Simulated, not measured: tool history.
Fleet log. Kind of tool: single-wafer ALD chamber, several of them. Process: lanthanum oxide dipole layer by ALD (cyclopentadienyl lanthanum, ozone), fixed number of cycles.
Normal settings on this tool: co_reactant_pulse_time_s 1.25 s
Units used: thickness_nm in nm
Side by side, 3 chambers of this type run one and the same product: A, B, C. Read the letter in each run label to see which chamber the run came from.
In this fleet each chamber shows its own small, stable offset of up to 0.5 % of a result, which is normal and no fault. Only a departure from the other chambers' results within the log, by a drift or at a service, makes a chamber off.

run,day,co_reactant_pulse_time_s,"read-back reference wafer on the same gauge, thickness_nm",thickness_nm
1B,0.450,1.25,0.43904,0.52308
2C,0.700,1.25,0.43877,0.53932
3A,0.921,1.25,0.43943,0.53059
4B,1.192,1.25,0.43947,0.52796
5C,1.512,1.25,0.43928,0.52834
6A,1.912,1.25,0.43849,0.53473
7C,2.279,1.25,0.43908,0.53353
8B,2.483,1.25,0.43910,0.52988
9A,2.842,1.25,0.43926,0.53405
10C,3.275,1.25,0.43887,0.53491
11B,3.525,1.25,0.43897,0.52586
12A,3.812,1.25,0.43822,0.52684
13C,4.200,1.25,0.43912,0.53009
14B,4.654,1.25,0.43882,0.53070
15A,5.038,1.25,0.43883,0.52495
16C,5.317,1.25,0.43850,0.53089
17B,5.583,0.94,0.43843,0.49113
18A,6.025,0.94,0.43893,0.47511
19B,6.446,0.94,0.43891,0.48579
20C,6.679,1.25,0.43893,0.53042
21A,7.096,1.25,0.43955,0.51243
22A,7.350,1.25,0.43809,0.51605
23B,7.562,1.25,0.43863,0.52643
24C,8.017,1.25,0.43896,0.53299
25C,8.242,1.25,0.43878,0.53308
26B,8.658,1.25,0.43895,0.52974
27A,9.121,1.25,0.43827,0.50310
28C,9.508,0.96,0.43904,0.49834
29A,9.842,0.96,0.43923,0.45157
30B,10.150,0.96,0.43904,0.49093
31C,10.604,1.25,0.43912,0.52850
32B,11.062,1.25,0.43875,0.53017
33A,11.292,1.25,0.43940,0.49088

Each of the 3 chambers runs these same settings next. Fill in every chamber's results:
34A,11.625,1.25,,?
34B,11.625,1.25,,?
34C,11.625,1.25,,?

run,thickness_nm
34A,0.49050
34B,0.53458
34C,0.52839
